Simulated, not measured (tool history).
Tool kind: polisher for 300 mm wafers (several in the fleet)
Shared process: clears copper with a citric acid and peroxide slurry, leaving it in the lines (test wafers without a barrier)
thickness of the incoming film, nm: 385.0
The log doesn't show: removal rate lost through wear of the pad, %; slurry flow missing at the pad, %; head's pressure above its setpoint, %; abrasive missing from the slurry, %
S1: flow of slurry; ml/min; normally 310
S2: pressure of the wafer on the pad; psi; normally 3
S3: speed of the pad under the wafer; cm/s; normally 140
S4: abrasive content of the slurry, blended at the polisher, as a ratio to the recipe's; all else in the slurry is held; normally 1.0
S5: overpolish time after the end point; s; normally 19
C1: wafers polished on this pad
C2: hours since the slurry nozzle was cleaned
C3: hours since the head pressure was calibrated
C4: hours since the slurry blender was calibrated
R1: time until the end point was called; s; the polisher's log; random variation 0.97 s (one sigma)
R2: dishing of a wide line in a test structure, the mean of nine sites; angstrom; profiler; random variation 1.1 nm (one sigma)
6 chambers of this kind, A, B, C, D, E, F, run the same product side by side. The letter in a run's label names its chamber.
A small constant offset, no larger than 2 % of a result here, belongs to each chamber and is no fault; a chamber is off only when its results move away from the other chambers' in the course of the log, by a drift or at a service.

Run 1B, day 0.238: usual settings; C1 626; C2 36.5; C3 329.8; C4 38.4. Result: R1 104.920 s, R2 461.30 angstrom.
Run 2C, day 0.379: usual settings; C1 229; C2 160.2; C3 876.5; C4 44.8. Result: R1 105.350 s, R2 438.94 angstrom.
Run 3F, day 0.558: usual settings; C1 939; C2 185.8; C3 53.0; C4 180.7. Result: R1 104.310 s, R2 459.57 angstrom.
At day 0.658: chamber B: worn pad replaced by a new one.
Run 4E, day 0.775: usual settings; C1 459; C2 425.3; C3 369.4; C4 281.8. Result: R1 105.360 s, R2 465.16 angstrom.
Run 5D, day 0.988: usual settings; C1 510; C2 33.3; C3 103.7; C4 25.9. Result: R1 103.830 s, R2 451.81 angstrom.
Run 6A, day 1.167: usual settings; C1 615; C2 195.3; C3 713.6; C4 160.5. Result: R1 104.830 s, R2 477.13 angstrom.
At day 1.242: chamber F: worn pad replaced by a new one.
At day 1.396: chamber E: worn pad replaced by a new one.
Run 7F, day 1.438: usual settings; C1 36; C2 206.9; C3 74.1; C4 201.8. Result: R1 104.400 s, R2 471.32 angstrom.
Run 8A, day 1.575: usual settings but S5 25 s; C1 690; C2 205.1; C3 723.4; C4 170.3. Result: R1 105.870 s, R2 592.01 angstrom.
Run 9D, day 1.758: usual settings but S5 25 s; C1 651; C2 51.8; C3 122.2; C4 44.4. Result: R1 105.220 s, R2 569.18 angstrom.
Run 10C, day 1.958: usual settings but S5 25 s; C1 519; C2 198.1; C3 914.4; C4 82.7. Result: R1 106.750 s, R2 555.78 angstrom.
Run 11E, day 2.104: usual settings but S5 25 s; C1 130; C2 457.2; C3 401.3; C4 313.7. Result: R1 103.870 s, R2 567.18 angstrom.
Run 12B, day 2.400: usual settings but S5 25 s; C1 319; C2 88.4; C3 381.7; C4 90.3. Result: R1 105.400 s, R2 594.79 angstrom.
At day 2.467: chamber E: slurry blender recalibrated.
At day 2.479: chamber F: slurry blender recalibrated.
Run 13E, day 2.550: usual settings but S5 25 s; C1 211; C2 467.9; C3 412.0; C4 2.0. Result: R1 104.280 s, R2 553.76 angstrom.
Run 14F, day 2.708: usual settings; C1 269; C2 237.4; C3 104.6; C4 5.6. Result: R1 103.170 s, R2 453.85 angstrom.
Run 15C, day 2.867: usual settings; C1 685; C2 219.9; C3 936.2; C4 104.5. Result: R1 105.250 s, R2 452.98 angstrom.
At day 2.954: chamber A: worn pad replaced by a new one.
Run 16B, day 3.092: usual settings; C1 446; C2 105.0; C3 398.3; C4 106.9. Result: R1 106.440 s, R2 485.59 angstrom.
Run 17D, day 3.342: usual settings; C1 941; C2 89.8; C3 160.2; C4 82.4. Result: R1 104.430 s, R2 433.01 angstrom.
At day 3.454: chamber C: head pressure recalibrated.
At day 3.479: chamber D: worn pad replaced by a new one.
Run 18A, day 3.612: usual settings; C1 120; C2 254.0; C3 772.3; C4 219.2. Result: R1 105.470 s, R2 460.48 angstrom.
Run 19C, day 3.821: usual settings; C1 860; C2 242.8; C3 8.8; C4 127.4. Result: R1 96.330 s, R2 493.00 angstrom.
Run 20B, day 4.058: usual settings; C1 623; C2 128.2; C3 421.5; C4 130.1. Result: R1 105.160 s, R2 461.71 angstrom.
Run 21E, day 4.250: usual settings; C1 523; C2 508.7; C3 452.8; C4 42.8. Result: R1 104.630 s, R2 475.21 angstrom.
Run 22F, day 4.542: usual settings; C1 605; C2 281.4; C3 148.6; C4 49.6. Result: R1 102.260 s, R2 462.39 angstrom.
At day 4.633: chamber E: worn pad replaced by a new one.
At day 4.642: chamber B: worn pad replaced by a new one.
Run 23D, day 4.679: usual settings; C1 220; C2 121.9; C3 192.3; C4 114.5. Result: R1 105.920 s, R2 444.75 angstrom.
At day 4.771: chamber D: slurry blender recalibrated.
Run 24A, day 4.892: usual settings; C1 355; C2 284.7; C3 803.0; C4 249.9. Result: R1 105.690 s, R2 468.79 angstrom.
Run 25B, day 5.033: usual settings; C1 71; C2 151.6; C3 444.9; C4 153.5. Result: R1 104.780 s, R2 464.13 angstrom.
Run 26F, day 5.308: usual settings; C1 745; C2 299.8; C3 167.0; C4 68.0. Result: R1 103.970 s, R2 462.70 angstrom.
Run 27E, day 5.442: usual settings; C1 148; C2 537.3; C3 481.4; C4 71.4. Result: R1 105.920 s, R2 465.96 angstrom.
Run 28C, day 5.679: usual settings; C1 1201; C2 287.4; C3 53.4; C4 172.0. Result: R1 96.587 s, R2 489.97 angstrom.
Run 29D, day 5.825: usual settings; C1 430; C2 149.4; C3 219.8; C4 25.3. Result: R1 105.930 s, R2 460.66 angstrom.
Run 30A, day 6.004: usual settings; C1 559; C2 311.4; C3 829.7; C4 276.6. Result: R1 106.010 s, R2 471.31 angstrom.
Run 31D, day 6.188: usual settings; C1 497; C2 158.1; C3 228.5; C4 34.0. Result: R1 105.010 s, R2 460.12 angstrom.
Run 32F, day 6.475: usual settings; C1 959; C2 327.8; C3 195.0; C4 96.0. Result: R1 103.760 s, R2 464.32 angstrom.
Run 33A, day 6.771: usual settings; C1 699; C2 329.8; C3 848.1; C4 295.0. Result: R1 107.320 s, R2 468.31 angstrom.
At day 6.921: chamber C: worn pad replaced by a new one.
Run 34E, day 7.012: usual settings; C1 436; C2 575.0; C3 519.1; C4 109.1. Result: R1 104.760 s, R2 462.52 angstrom.
At day 7.104: chamber F: worn pad replaced by a new one.
Run 35B, day 7.171: usual settings; C1 463; C2 202.9; C3 496.2; C4 204.8. Result: R1 104.330 s, R2 491.76 angstrom.
Run 36C, day 7.300: usual settings but S1 270 ml/min; C1 70; C2 326.3; C3 92.3; C4 210.9. Result: R1 98.078 s, R2 498.21 angstrom.
Run 37F, day 7.571: usual settings but S1 270 ml/min; C1 85; C2 354.1; C3 221.3; C4 122.3. Result: R1 105.210 s, R2 454.26 angstrom.
Run 38C, day 7.788: usual settings but S1 270 ml/min; C1 159; C2 338.0; C3 104.0; C4 222.6. Result: R1 98.981 s, R2 485.09 angstrom.

Which is it: a chamber that has drifted or been left off by a service, a gauge drift common to all chambers, or only each chamber's usual small offset? If a chamber is off, name it and its likeliest cause.

A service on chamber C put it out of line with the rest.
Likeliest cause: head's pressure above its setpoint, % = 10.5.

Which of the 4 candidates below, each the usual settings with something changed and its results left as question marks, puts chamber C back in line with what the other chambers give on the usual settings?
To be in line, a result may differ from the other chambers' mean on the usual settings by at most: R1 3.400 s; R2 38.00 angstrom
Run 39C-1, day 8.000: usual settings but S3 138 cm/s. Result: R1 ?, R2 ?.
Run 39C-2, day 8.000: usual settings but S2 2.9 psi, S3 134 cm/s. Result: R1 ?, R2 ?.
Run 39C-3, day 8.000: usual settings but S2 3.1 psi, S3 146 cm/s. Result: R1 ?, R2 ?.
Run 39C-4, day 8.000: usual settings but S3 142 cm/s. Result: R1 ?, R2 ?.

The mean the other chambers reach with the usual settings: R1 104.890 s; R2 463.06 angstrom
  run       R1      R2
39C-1   97.507  488.28
39C-2  103.820  463.05
39C-3   89.283  525.05
39C-4   94.810  499.37
With 39C-2, the chamber falls back in line with the rest.

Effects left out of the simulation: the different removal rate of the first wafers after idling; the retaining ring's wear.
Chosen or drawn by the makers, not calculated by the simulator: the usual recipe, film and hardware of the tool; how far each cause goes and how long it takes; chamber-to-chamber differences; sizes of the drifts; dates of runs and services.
